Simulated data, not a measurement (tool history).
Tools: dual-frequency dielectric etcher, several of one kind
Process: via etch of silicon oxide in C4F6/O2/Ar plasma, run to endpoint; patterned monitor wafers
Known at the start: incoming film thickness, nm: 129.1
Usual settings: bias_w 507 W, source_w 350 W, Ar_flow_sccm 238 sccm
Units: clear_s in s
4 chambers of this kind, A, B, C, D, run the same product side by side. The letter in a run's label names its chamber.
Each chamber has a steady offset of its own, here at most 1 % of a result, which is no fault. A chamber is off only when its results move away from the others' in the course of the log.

| run | hour | bias_w | source_w | Ar_flow_sccm | clear_s |
|---|---|---|---|---|---|
| 1B | 2.9 | 507 | 350 | 238 | 29.718 |
| 2C | 6.1 | 507 | 350 | 238 | 28.67 |
| 3D | 12.6 | 507 | 350 | 238 | 29.251 |
| 4A | 17.7 | 507 | 350 | 238 | 28.954 |
| 5A | 21.6 | 507 | 350 | 238 | 28.682 |
| 6D | 27.2 | 507 | 350 | 238 | 29.289 |
|  | 29.3 | chamber B: wet clean of the chamber |
| 7B | 31 | 507 | 350 | 238 | 29.212 |
| 8C | 36.6 | 507 | 350 | 238 | 28.823 |
| 9A | 41.8 | 507 | 350 | 238 | 28.935 |
| 10D | 46.2 | 507 | 350 | 238 | 29.3 |
| 11B | 51 | 507 | 350 | 238 | 29.045 |
| 12C | 57.4 | 507 | 350 | 238 | 28.904 |
| 13A | 63.5 | 507 | 350 | 238 | 28.655 |
| 14B | 69.2 | 432 | 350 | 278 | 31.426 |
| 15C | 72.2 | 432 | 350 | 278 | 31.108 |
| 16D | 78.1 | 432 | 350 | 278 | 31.365 |
| 17A | 82.1 | 432 | 350 | 278 | 31.096 |
| 18B | 88.4 | 507 | 350 | 238 | 29.063 |
| 19D | 91.7 | 507 | 350 | 238 | 29.347 |
| 20C | 97 | 507 | 350 | 238 | 28.772 |
| 21C | 101.8 | 384 | 350 | 186 | 31.07 |
| 22D | 107.8 | 384 | 350 | 186 | 31.18 |
| 23A | 112 | 384 | 350 | 186 | 30.844 |
| 24B | 116.6 | 384 | 350 | 186 | 31.615 |
| 25D | 119.9 | 507 | 350 | 238 | 29.172 |
| 26C | 125.8 | 507 | 350 | 238 | 29.088 |
| 27A | 131.8 | 507 | 350 | 238 | 28.491 |
| 28B | 136.9 | 507 | 350 | 238 | 29.462 |
| 29D | 141.1 | 396 | 350 | 238 | 31.988 |
| 30B | 147.6 | 396 | 350 | 238 | 31.742 |
| 31A | 153.1 | 396 | 350 | 238 | 31.457 |
| 32C | 157.2 | 396 | 350 | 238 | 31.623 |
| 33A | 160.1 | 507 | 350 | 238 | 28.242 |
| 34D | 164.8 | 560 | 350 | 282 | 28.475 |

Is one chamber off against the others, does the gauge drift, or is nothing wrong? If a chamber is off, say which, and what the likeliest cause is.

No chamber stands off beyond its own small offset, and the gauge holds steady.
